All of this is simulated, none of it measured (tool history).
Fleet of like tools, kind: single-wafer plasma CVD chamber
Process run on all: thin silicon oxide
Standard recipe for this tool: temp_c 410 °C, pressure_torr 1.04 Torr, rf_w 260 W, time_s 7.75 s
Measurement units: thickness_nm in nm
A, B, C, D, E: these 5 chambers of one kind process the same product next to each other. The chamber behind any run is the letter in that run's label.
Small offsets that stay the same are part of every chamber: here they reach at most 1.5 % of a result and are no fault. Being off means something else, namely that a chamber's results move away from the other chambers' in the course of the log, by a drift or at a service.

run   hour  temp_c  pressure_torr  rf_w  time_s  read-back reference wafer on the same gauge, thickness_nm  thickness_nm
 1E    7.9     410           1.04   260    7.75                                                     14.913        16.391
 2A   14.6     410           1.04   260    7.75                                                     14.881        16.221
      17.3  -- chamber A: thermocouple changed; heater temperature recalibrated
 3B   22.0     410           1.04   260    7.75                                                     14.894        16.606
 4C   32.2     410           1.04   260    7.75                                                     14.896        16.479
 5D   39.4     410           1.04   260    7.75                                                     14.891        16.681
 6B   50.8     410           1.04   260    7.75                                                     14.894        16.248
 7C   59.7     410           1.04   260    7.75                                                     14.922        16.670
 8A   66.1     410           1.04   260    7.75                                                     14.899        16.274
 9E   77.5     410           1.04   260    7.75                                                     14.889        16.370
10D   85.2     410           1.04   260    7.75                                                     14.869        16.425
11C   96.3     410           1.04   260    7.75                                                     14.904        16.521
     103.6  -- chamber A: RF generator calibrated
12B  103.6     410           1.04   260    7.75                                                     14.916        16.270
13E  113.1     403           1.04   260    8.40                                                     14.902        17.648
14D  125.5     403           1.04   260    8.40                                                     14.885        17.894
15A  131.2     403           1.04   260    8.40                                                     14.923        17.833
16A  138.0     403           1.04   260    8.40                                                     14.906        17.596
     141.1  -- chamber C: capacitance manometer re-zeroed and calibrated
     141.6  -- chamber E: RF generator calibrated
17D  147.7     403           1.04   260    8.40                                                     14.908        17.997
18E  160.4     410           1.04   260    7.75                                                     14.892        16.446
     168.2  -- chamber D: RF generator calibrated
19C  172.7     410           1.04   260    7.75                                                     14.898        16.491
20B  181.2     410           1.04   260    7.75                                                     14.904        16.424
21E  190.2     410           1.04   260    7.75                                                     14.900        16.384
22C  199.9     410           1.04   260    7.75                                                     14.931        16.566
23D  207.8     410           1.04   260    7.75                                                     14.912        16.458
24A  213.9     410           1.04   260    7.75                                                     14.880        16.402
25B  220.5     410           1.27   285    7.75                                                     14.897        19.394
26A  230.7     410           1.27   285    7.75                                                     14.895        19.061
27E  241.8     410           1.27   285    7.75                                                     14.882        19.017
28B  252.2     410           1.27   285    7.75                                                     14.921        18.995
29C  263.7     410           1.27   285    7.75                                                     14.897        19.371
30D  272.6     410           1.04   260    7.75                                                     14.903        16.500
31C  279.2     410           1.04   260    7.75                                                     14.891        16.615
     281.4  -- chamber E: thermocouple changed; heater temperature recalibrated
32D  288.4     410           1.04   260    7.75                                                     14.904        16.497
33A  296.5     410           1.04   260    7.75                                                     14.897        16.302
34E  304.0     410           1.04   260    7.75                                                     14.885        16.433
35B  309.9     410           1.04   260    7.75                                                     14.909        16.513
36D  319.5     410           1.04   260    7.75                                                     14.910        16.459
37A  328.8     410           1.04   260    7.75                                                     14.900        16.409
38C  340.3     410           1.04   260    7.75                                                     14.896        16.570
39E  347.3     410           1.04   260    7.75                                                     14.897        16.365
40B  355.5     410           1.04   260    7.75                                                     14.895        16.439
41D  366.5     410           1.04   260    7.75                                                     14.917        16.489
42E  376.1     410           1.04   260    7.75                                                     14.889        16.301

Next, all 5 chambers run the settings below, one line each with question marks for the results. What does each chamber give?
43A  385.5     410           1.04   260    7.75                                                                        ?
43B  385.5     410           1.04   260    7.75                                                                        ?
43C  385.5     410           1.04   260    7.75                                                                        ?
43D  385.5     410           1.04   260    7.75                                                                        ?
43E  385.5     410           1.04   260    7.75                                                                        ?

run  thickness_nm
43A        16.282
43B        16.285
43C        16.529
43D        16.607
43E        16.420
